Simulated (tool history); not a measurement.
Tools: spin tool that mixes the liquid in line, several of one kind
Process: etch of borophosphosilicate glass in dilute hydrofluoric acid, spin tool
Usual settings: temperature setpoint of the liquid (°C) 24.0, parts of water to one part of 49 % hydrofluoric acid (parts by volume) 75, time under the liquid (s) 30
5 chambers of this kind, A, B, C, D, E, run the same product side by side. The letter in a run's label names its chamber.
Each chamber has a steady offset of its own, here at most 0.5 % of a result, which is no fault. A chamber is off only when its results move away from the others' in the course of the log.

run	hour	temperature setpoint of the liquid (°C)	parts of water to one part of 49 % hydrofluoric acid (parts by volume)	time under the liquid (s)	hours since the thermometer was replaced	hours since the hydrofluoric acid flow meter was replaced	read-back film thickness of the borophosphosilicate glass reference wafer, read on the same gauge (nm)	thickness taken off the borophosphosilicate glass on a monitor wafer (angstrom)
1B	8.6	24.0	75	30	169.2	1603.0	70.008	272.15
2E	17.5	24.0	75	30	481.7	373.1	70.021	270.36
# hour 23.5: chamber D: hydrofluoric acid flow meter replaced
3A	30.5	24.0	75	30	251.6	1413.8	70.012	268.87
4D	39.8	24.0	75	30	1809.7	16.3	70.024	266.19
5C	49.3	24.0	75	30	942.4	967.6	70.001	272.33
6B	55.3	24.0	75	30	215.9	1649.7	69.995	269.89
7D	64.3	24.0	75	45	1834.2	40.8	70.006	414.76
8A	70.7	24.0	75	45	291.8	1454.0	70.008	402.23
9E	82.1	24.0	75	45	546.3	437.7	69.993	406.54
10C	91.1	24.0	75	45	984.2	1009.4	69.966	415.96
# hour 92.8: chamber D: thermometer replaced
11C	103.3	24.0	75	45	996.4	1021.6	69.993	413.92
12A	114.5	24.0	75	30	335.6	1497.8	69.992	274.14
13B	123.8	24.0	75	30	284.4	1718.2	69.971	270.11
14E	136.8	24.0	75	40	601.0	492.4	69.992	361.26
15D	143.8	24.0	75	40	51.0	120.3	69.993	361.25
16D	149.8	24.0	75	40	57.0	126.3	69.991	364.50
17E	160.7	24.0	75	40	624.9	516.3	69.998	361.31
18C	170.3	24.0	75	40	1063.4	1088.6	69.992	376.74
19B	178.7	21.5	75	45	339.3	1773.1	70.009	370.09
20A	190.6	21.5	75	45	411.7	1573.9	69.985	370.70
21C	197.7	21.5	75	45	1090.8	1116.0	70.021	386.21
22E	203.6	21.5	75	45	667.8	559.2	70.002	368.11
23B	213.5	21.5	75	45	374.1	1807.9	70.005	365.74
24D	224.6	24.0	75	30	131.8	201.1	70.003	269.18
25A	231.8	24.0	75	30	452.9	1615.1	70.003	275.49
26E	237.9	24.0	75	30	702.1	593.5	70.014	268.23
27C	245.7	24.0	75	30	1138.8	1164.0	70.012	292.59
28A	255.6	24.0	75	30	476.7	1638.9	70.020	277.18
29B	264.9	24.0	75	30	425.5	1859.3	70.018	272.32
30D	271.2	24.0	75	30	178.4	247.7	70.000	273.57
31E	282.2	24.0	75	30	746.4	637.8	70.006	270.74
32B	289.9	24.0	75	30	450.5	1884.3	70.016	266.91

What goes on in this fleet: one chamber off, a drifting gauge, or nothing beyond the chambers' own small offsets? Name the chamber and the cause, if any.

Chamber C drifts away from the others.
Cause: hydrofluoric acid flow above the setpoint (%) = 8.85.
The log may not tell that from: liquid hotter than its thermometer reads (K).

Here are 4 candidates for chamber C's next run, each the usual settings with a change, their results left as question marks. Which one brings its results back in line with what the others give on the usual settings?
In line means no further than this from the other chambers' mean on the usual settings: thickness taken off the borophosphosilicate glass on a monitor wafer (angstrom) 7.80
33C-1	299.2	25.0	75	30				?
33C-2	299.2	21.5	75	30				?
33C-3	299.2	23.0	75	30				?
33C-4	299.2	26.5	75	30				?

The other chambers' mean on the usual settings: thickness taken off the borophosphosilicate glass on a monitor wafer (angstrom) 271.48
run	thickness taken off the borophosphosilicate glass on a monitor wafer (angstrom)
33C-1	309.32
33C-2	267.95
33C-3	285.12
33C-4	328.55
33C-2 brings the chamber back in line.

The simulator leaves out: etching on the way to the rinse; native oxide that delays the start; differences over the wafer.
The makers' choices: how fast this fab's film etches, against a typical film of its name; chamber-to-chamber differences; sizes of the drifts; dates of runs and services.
